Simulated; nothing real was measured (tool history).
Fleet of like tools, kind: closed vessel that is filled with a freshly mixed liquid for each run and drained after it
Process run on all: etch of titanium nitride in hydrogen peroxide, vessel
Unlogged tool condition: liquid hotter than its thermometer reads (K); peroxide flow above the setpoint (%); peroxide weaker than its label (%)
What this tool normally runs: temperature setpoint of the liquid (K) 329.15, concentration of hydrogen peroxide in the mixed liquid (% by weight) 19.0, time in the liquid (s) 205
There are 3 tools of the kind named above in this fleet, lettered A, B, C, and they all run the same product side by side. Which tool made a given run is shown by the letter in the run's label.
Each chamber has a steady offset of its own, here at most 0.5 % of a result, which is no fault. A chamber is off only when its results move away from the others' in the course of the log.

run,hour,temperature setpoint of the liquid (K),concentration of hydrogen peroxide in the mixed liquid (% by weight),time in the liquid (s),hours since the thermometer was replaced,hours since the peroxide flow meter was replaced,hours since the drum of peroxide was connected,"read-back film thickness of the titanium nitride reference wafer, read on the same gauge (nm)",thickness taken off the titanium nitride on a monitor wafer (angstrom)
# hour 1.4: chamber C: thermometer replaced
1C,6.7,329.15,19.0,205,5.4,779.3,515.1,110.01,183.44
2B,18.7,329.15,19.0,205,180.3,326.4,416.3,110.00,184.70
3A,28.0,329.15,19.0,205,173.5,495.8,637.9,110.01,185.22
4A,36.1,329.15,19.0,205,181.6,503.9,646.0,110.01,184.59
5C,44.5,329.15,19.0,205,43.2,817.1,552.9,109.98,185.66
6B,54.1,334.65,13.5,205,215.7,361.8,451.7,109.99,248.46
7A,62.3,334.65,13.5,205,207.8,530.1,672.2,110.00,252.95
8B,75.2,334.65,13.5,205,236.8,382.9,472.8,110.00,254.01
9C,87.0,329.15,19.0,205,85.7,859.6,595.4,110.00,184.35
10A,95.3,329.15,19.0,205,240.8,563.1,705.2,110.00,188.31
11C,102.3,329.15,23.0,110,101.0,874.9,610.7,109.99,103.64
12B,108.6,329.15,23.0,110,270.2,416.3,506.2,109.99,105.59
13C,118.4,329.15,23.0,110,117.1,891.0,626.8,110.00,103.73
14B,127.8,329.15,19.0,205,289.4,435.5,525.4,110.01,184.38
15A,137.6,329.15,19.0,205,283.1,605.4,747.5,110.00,191.55
16C,144.4,329.15,19.0,205,143.1,917.0,652.8,110.00,186.71
17B,156.1,329.15,19.0,205,317.7,463.8,553.7,110.00,185.13
18A,162.1,329.15,19.0,205,307.6,629.9,772.0,110.00,195.42
19C,169.9,335.65,19.0,300,168.6,942.5,678.3,110.01,419.23
20A,178.9,335.65,19.0,300,324.4,646.7,788.8,110.00,446.96
21B,190.5,335.65,19.0,300,352.1,498.2,588.1,110.00,429.79
22C,203.5,329.15,19.0,205,202.2,976.1,711.9,109.98,183.98
23A,210.7,329.15,19.0,205,356.2,678.5,820.6,110.00,201.56
24B,222.9,337.65,19.0,205,384.5,530.6,620.5,110.01,333.95
25C,228.8,337.65,19.0,205,227.5,1001.4,737.2,109.99,329.24
26B,237.2,337.65,19.0,205,398.8,544.9,634.8,110.00,332.32

Is one chamber out of step, is the gauge drifting, or do the chambers differ by no more than their own small offsets? For an off chamber, give its letter and the likeliest cause.

It is chamber A that slowly wanders off from its peers.
Cause: liquid hotter than its thermometer reads (K) = 1.28.

Which of the 4 candidates below, each the usual settings with something changed and its results left as question marks, puts chamber A back in line with what the other chambers give on the usual settings?
In-line tolerance around the mean of the other chambers on the usual settings: thickness taken off the titanium nitride on a monitor wafer (angstrom) 4.60
27A-1,246.8,329.15,19.0,225,,,,,?
27A-2,246.8,329.15,19.0,210,,,,,?
27A-3,246.8,329.15,19.0,200,,,,,?
27A-4,246.8,328.65,19.0,195,,,,,?

Usual-settings mean across the other chambers: thickness taken off the titanium nitride on a monitor wafer (angstrom) 185.36
run,thickness taken off the titanium nitride on a monitor wafer (angstrom)
27A-1,222.42
27A-2,207.59
27A-3,197.70
27A-4,186.21
It is 27A-4 that realigns the chamber with its peers.
